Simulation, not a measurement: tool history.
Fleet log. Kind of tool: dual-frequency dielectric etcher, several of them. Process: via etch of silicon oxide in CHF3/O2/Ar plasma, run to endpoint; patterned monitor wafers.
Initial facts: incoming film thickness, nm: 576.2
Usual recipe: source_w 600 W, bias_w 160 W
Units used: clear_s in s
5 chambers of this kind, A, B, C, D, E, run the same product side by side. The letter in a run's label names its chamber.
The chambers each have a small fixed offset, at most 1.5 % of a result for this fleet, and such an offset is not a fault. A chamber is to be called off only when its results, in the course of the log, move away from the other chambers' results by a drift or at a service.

run,hour,source_w,bias_w,clear_s
1A,13.1,600,160,301.37
2E,24.6,600,160,304.77
# hour 30.2: chamber B: wet clean of the chamber
# hour 30.4: chamber D: wet clean of the chamber
3B,34.9,600,160,308.53
4D,43,600,160,301.47
5C,51.7,600,160,301.5
# hour 54.8: chamber A: wet clean of the chamber
6A,58.8,600,160,298.64
# hour 64.2: chamber E: bias power generator calibrated
7E,71.3,600,160,303.96
8C,80.2,600,160,302.72
9B,93.2,600,160,307.48
10D,103.6,600,160,300.34
11B,114.3,600,160,307.49
12D,126.1,600,160,302.52
13C,134.6,600,160,304.84
14A,143.4,600,160,300.5
15E,149.5,600,160,304.75
# hour 161.5: chamber D: source power generator calibrated
16A,163,600,160,300.62
17B,171.9,600,160,305.52
18C,185.3,600,160,304.26
19E,195.7,600,160,304.2
20D,203.3,480,160,327.3
21D,209.9,480,160,326.95
22B,223.2,480,160,330.54
23E,236,480,160,332.96
24C,249.1,480,160,331.79
25A,258.8,600,160,299.66
26E,272.5,600,160,304.68
27A,283.3,600,160,301.31
28B,295.8,600,160,305.72
29C,308.1,600,128,325.97
30D,316,600,128,323.4
31A,328.6,600,128,325
32B,337.4,600,128,329.18
33C,349.1,600,128,327.83
34E,357.8,740,142,289.59
35D,368.7,740,142,292.27
# hour 369.1: chamber E: source power generator calibrated
36A,376.1,740,142,288.68
37E,384.6,740,142,292.72
38C,397.1,740,142,291.17
39B,408.1,480,160,335.23

Is one chamber off against the others, does the gauge drift, or is nothing wrong? If a chamber is off, say which, and what the likeliest cause is.

All chambers stay in line apart from their small fixed offsets, and the gauge does not drift.
